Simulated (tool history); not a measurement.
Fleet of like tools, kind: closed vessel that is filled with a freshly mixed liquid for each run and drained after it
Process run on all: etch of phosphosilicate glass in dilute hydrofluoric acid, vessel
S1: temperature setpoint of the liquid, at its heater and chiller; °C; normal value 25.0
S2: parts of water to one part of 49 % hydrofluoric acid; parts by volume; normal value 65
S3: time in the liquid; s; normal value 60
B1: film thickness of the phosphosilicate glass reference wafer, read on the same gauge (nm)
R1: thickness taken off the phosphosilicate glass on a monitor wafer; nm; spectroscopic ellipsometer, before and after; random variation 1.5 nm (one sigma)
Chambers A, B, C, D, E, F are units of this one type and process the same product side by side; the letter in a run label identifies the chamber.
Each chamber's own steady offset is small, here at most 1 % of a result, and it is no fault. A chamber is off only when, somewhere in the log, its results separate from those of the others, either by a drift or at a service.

Run 1E, hour 13.8: usual settings; B1 69.974. Result: R1 200.98 nm.
Run 2A, hour 25.1: usual settings; B1 69.973. Result: R1 199.72 nm.
Run 3B, hour 35.1: usual settings; B1 70.002. Result: R1 203.64 nm.
Run 4D, hour 47.5: usual settings; B1 69.986. Result: R1 199.92 nm.
Run 5C, hour 53.6: usual settings; B1 69.988. Result: R1 197.55 nm.
Run 6F, hour 62.4: usual settings; B1 69.999. Result: R1 202.14 nm.
Run 7A, hour 69.9: usual settings; B1 70.029. Result: R1 198.31 nm.
Run 8C, hour 78.5: usual settings; B1 70.012. Result: R1 196.60 nm.
At hour 87.2: chamber C: hydrofluoric acid flow meter replaced.
Run 9B, hour 91.0: usual settings; B1 70.014. Result: R1 205.15 nm.
Run 10D, hour 104.5: usual settings; B1 69.995. Result: R1 199.57 nm.
Run 11E, hour 111.1: usual settings but S2 40 parts by volume, S3 75 s; B1 69.991. Result: R1 413.23 nm.
Run 12F, hour 124.1: usual settings but S2 40 parts by volume, S3 75 s; B1 70.004. Result: R1 426.87 nm.
Run 13D, hour 138.0: usual settings but S2 40 parts by volume, S3 75 s; B1 69.993. Result: R1 415.63 nm.
Run 14F, hour 151.8: usual settings but S2 40 parts by volume, S3 75 s; B1 70.023. Result: R1 432.50 nm.
Run 15A, hour 159.6: usual settings but S2 40 parts by volume, S3 75 s; B1 70.016. Result: R1 421.36 nm.
At hour 171.1: chamber C: thermometer replaced.
Run 16C, hour 173.7: usual settings but S2 40 parts by volume, S3 75 s; B1 69.992. Result: R1 421.06 nm.
Run 17E, hour 185.4: usual settings; B1 70.007. Result: R1 201.43 nm.
Run 18B, hour 195.9: usual settings; B1 70.001. Result: R1 202.44 nm.
Run 19E, hour 205.5: usual settings; B1 69.990. Result: R1 201.32 nm.
Run 20B, hour 217.5: usual settings; B1 69.981. Result: R1 203.33 nm.
Run 21C, hour 229.1: usual settings; B1 70.007. Result: R1 202.47 nm.
Run 22F, hour 241.7: usual settings; B1 69.973. Result: R1 212.04 nm.
Run 23A, hour 248.0: usual settings; B1 69.975. Result: R1 196.04 nm.
Run 24D, hour 257.9: usual settings; B1 69.978. Result: R1 202.15 nm.
Run 25F, hour 268.7: usual settings; B1 70.007. Result: R1 215.95 nm.
Run 26D, hour 279.5: usual settings; B1 70.015. Result: R1 198.22 nm.
Run 27B, hour 287.7: usual settings; B1 70.014. Result: R1 203.13 nm.
Run 28E, hour 295.2: usual settings; B1 69.993. Result: R1 197.05 nm.
Run 29A, hour 305.5: usual settings; B1 69.987. Result: R1 197.17 nm.
Run 30C, hour 313.1: usual settings; B1 70.013. Result: R1 198.70 nm.
Run 31D, hour 321.8: usual settings; B1 69.974. Result: R1 201.62 nm.
Run 32B, hour 328.4: usual settings; B1 69.999. Result: R1 201.48 nm.
Run 33E, hour 340.8: usual settings; B1 69.994. Result: R1 202.62 nm.
Run 34F, hour 354.8: usual settings; B1 69.990. Result: R1 219.42 nm.
Run 35C, hour 367.0: usual settings but S1 21.5 °C; B1 69.997. Result: R1 173.93 nm.
Run 36A, hour 373.9: usual settings but S1 21.5 °C; B1 70.004. Result: R1 173.16 nm.
Run 37C, hour 380.2: usual settings but S1 21.5 °C; B1 70.009. Result: R1 170.96 nm.
Run 38A, hour 388.2: usual settings but S1 21.5 °C; B1 70.017. Result: R1 171.53 nm.
At hour 392.2: chamber B: hydrofluoric acid flow meter replaced.
Run 39B, hour 399.8: usual settings but S1 21.5 °C; B1 69.991. Result: R1 177.87 nm.

The same settings go to every chamber for the next run, one line per chamber below. Forecast the results for each:
Run 40A, hour 409.9: usual settings. Result: R1 ?.
Run 40B, hour 409.9: usual settings. Result: R1 ?.
Run 40C, hour 409.9: usual settings. Result: R1 ?.
Run 40D, hour 409.9: usual settings. Result: R1 ?.
Run 40E, hour 409.9: usual settings. Result: R1 ?.
Run 40F, hour 409.9: usual settings. Result: R1 ?.

run      R1
40A  199.88
40B  201.63
40C  201.47
40D  200.47
40E  201.42
40F  223.17
